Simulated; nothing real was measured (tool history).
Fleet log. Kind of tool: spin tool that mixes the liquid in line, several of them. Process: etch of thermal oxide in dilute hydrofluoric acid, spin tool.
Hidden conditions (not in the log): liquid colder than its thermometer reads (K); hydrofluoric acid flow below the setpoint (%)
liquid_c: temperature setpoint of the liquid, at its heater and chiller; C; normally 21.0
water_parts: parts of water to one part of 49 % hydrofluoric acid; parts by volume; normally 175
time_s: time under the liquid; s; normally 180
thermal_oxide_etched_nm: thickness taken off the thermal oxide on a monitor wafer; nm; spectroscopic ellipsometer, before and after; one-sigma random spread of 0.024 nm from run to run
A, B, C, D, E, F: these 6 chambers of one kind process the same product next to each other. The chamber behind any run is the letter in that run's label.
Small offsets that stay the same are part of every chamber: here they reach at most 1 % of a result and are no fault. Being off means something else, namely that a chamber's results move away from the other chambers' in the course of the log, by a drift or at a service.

run   hour  liquid_c  water_parts  time_s  hours since the thermometer was replaced  hours since the hydrofluoric acid flow meter was replaced  read-back film thickness of the thermal oxide reference wafer, read on the same gauge (nm)  thermal_oxide_etched_nm
 1D    3.1      21.0          175     180                                     200.2                                                     1822.5                                                                                      129.99                   3.9323
 2B    6.2      21.0          175     180                                    1019.6                                                      310.7                                                                                      130.02                   3.9751
 3C   11.0      21.0          175     180                                    1100.9                                                     1201.1                                                                                      130.02                   3.9845
 4F   17.2      21.0          175     180                                     268.5                                                     1059.4                                                                                      130.00                   3.9614
 5A   23.2      21.0          175     180                                     645.4                                                     1924.9                                                                                      130.01                   3.9447
 6E   26.2      21.0          175     180                                     106.6                                                      463.5                                                                                      130.02                   3.9071
 7E   32.2      21.0          175     180                                     112.6                                                      469.5                                                                                      130.01                   3.9424
 8A   36.6      21.0          175     180                                     658.8                                                     1938.3                                                                                      130.02                   3.9254
 9F   39.8      21.0          175     180                                     291.1                                                     1082.0                                                                                      129.97                   3.8986
10D   44.7      21.0          175     180                                     241.8                                                     1864.1                                                                                      129.99                   3.8902
11C   47.8      21.0          175     260                                    1137.7                                                     1237.9                                                                                      129.99                   5.6593
12B   51.0      21.0          175     260                                    1064.4                                                      355.5                                                                                      130.00                   5.7356
13E   56.9      21.0          175     260                                     137.3                                                      494.2                                                                                      130.00                   5.6725
14A   63.0      21.0          175     260                                     685.2                                                     1964.7                                                                                      130.02                   5.7274
15C   66.1      21.0          175     260                                    1156.0                                                     1256.2                                                                                      130.02                   5.6018
16F   71.7      21.0          175     260                                     323.0                                                     1113.9                                                                                      129.99                   5.7485
17B   77.7      21.0          175     180                                    1091.1                                                      382.2                                                                                      129.99                   3.9457
18D   84.0      21.0          175     180                                     281.1                                                     1903.4                                                                                      130.03                   3.9131
19C   88.0      21.0          175     180                                    1177.9                                                     1278.1                                                                                      129.96                   3.9922
20F   94.0      21.0          175     180                                     345.3                                                     1136.2                                                                                      130.01                   3.9398
21E   99.7      21.0          135     270                                     180.1                                                      537.0                                                                                      129.99                   7.9889
22B  102.9      21.0          135     270                                    1116.3                                                      407.4                                                                                      129.99                   7.8040
23A  107.2      21.0          135     270                                     729.4                                                     2008.9                                                                                      129.99                   8.0747
24D  111.1      21.0          135     270                                     308.2                                                     1930.5                                                                                      130.04                   8.0687
25C  116.6      21.0          135     270                                    1206.5                                                     1306.7                                                                                      130.03                   7.8875
26B  120.2      21.0          135     270                                    1133.6                                                      424.7                                                                                      130.01                   7.6083
27F  124.2      21.0          135     180                                     375.5                                                     1166.4                                                                                      129.99                   5.3073
28A  128.8      21.0          135     180                                     751.0                                                     2030.5                                                                                      130.03                   5.4005
29E  133.0      21.0          135     180                                     213.4                                                      570.3                                                                                      129.98                   5.3196
30D  138.9      21.0          135     180                                     336.0                                                     1958.3                                                                                      130.03                   5.3060
31E  143.9      21.0          135     180                                     224.3                                                      581.2                                                                                      130.00                   5.3345
32A  146.7      21.0          135     180                                     768.9                                                     2048.4                                                                                      130.01                   5.2785
33D  152.1      21.0          175     180                                     349.2                                                     1971.5                                                                                      130.02                   3.9398
34F  156.5      21.0          175     180                                     407.8                                                     1198.7                                                                                      130.01                   3.9120
35B  161.6      21.0          175     180                                    1175.0                                                      466.1                                                                                      130.02                   3.6948
36C  166.3      21.0          175     180                                    1256.2                                                     1356.4                                                                                      130.01                   3.9257
37C  169.5      21.0          175     245                                    1259.4                                                     1359.6                                                                                      130.01                   5.3527
38B  172.9      21.0          175     245                                    1186.3                                                      477.4                                                                                      129.98                   4.9904

Predict what each chamber gives when all 6 of them run the settings below next.
39A  177.5      18.5          175     180                                                                                                                                                                                                                         ?
39B  177.5      18.5          175     180                                                                                                                                                                                                                         ?
39C  177.5      18.5          175     180                                                                                                                                                                                                                         ?
39D  177.5      18.5          175     180                                                                                                                                                                                                                         ?
39E  177.5      18.5          175     180                                                                                                                                                                                                                         ?
39F  177.5      18.5          175     180                                                                                                                                                                                                                         ?

run  thermal_oxide_etched_nm
39A                   3.5354
39B                   3.3301
39C                   3.5622
39D                   3.5508
39E                   3.5601
39F                   3.5383
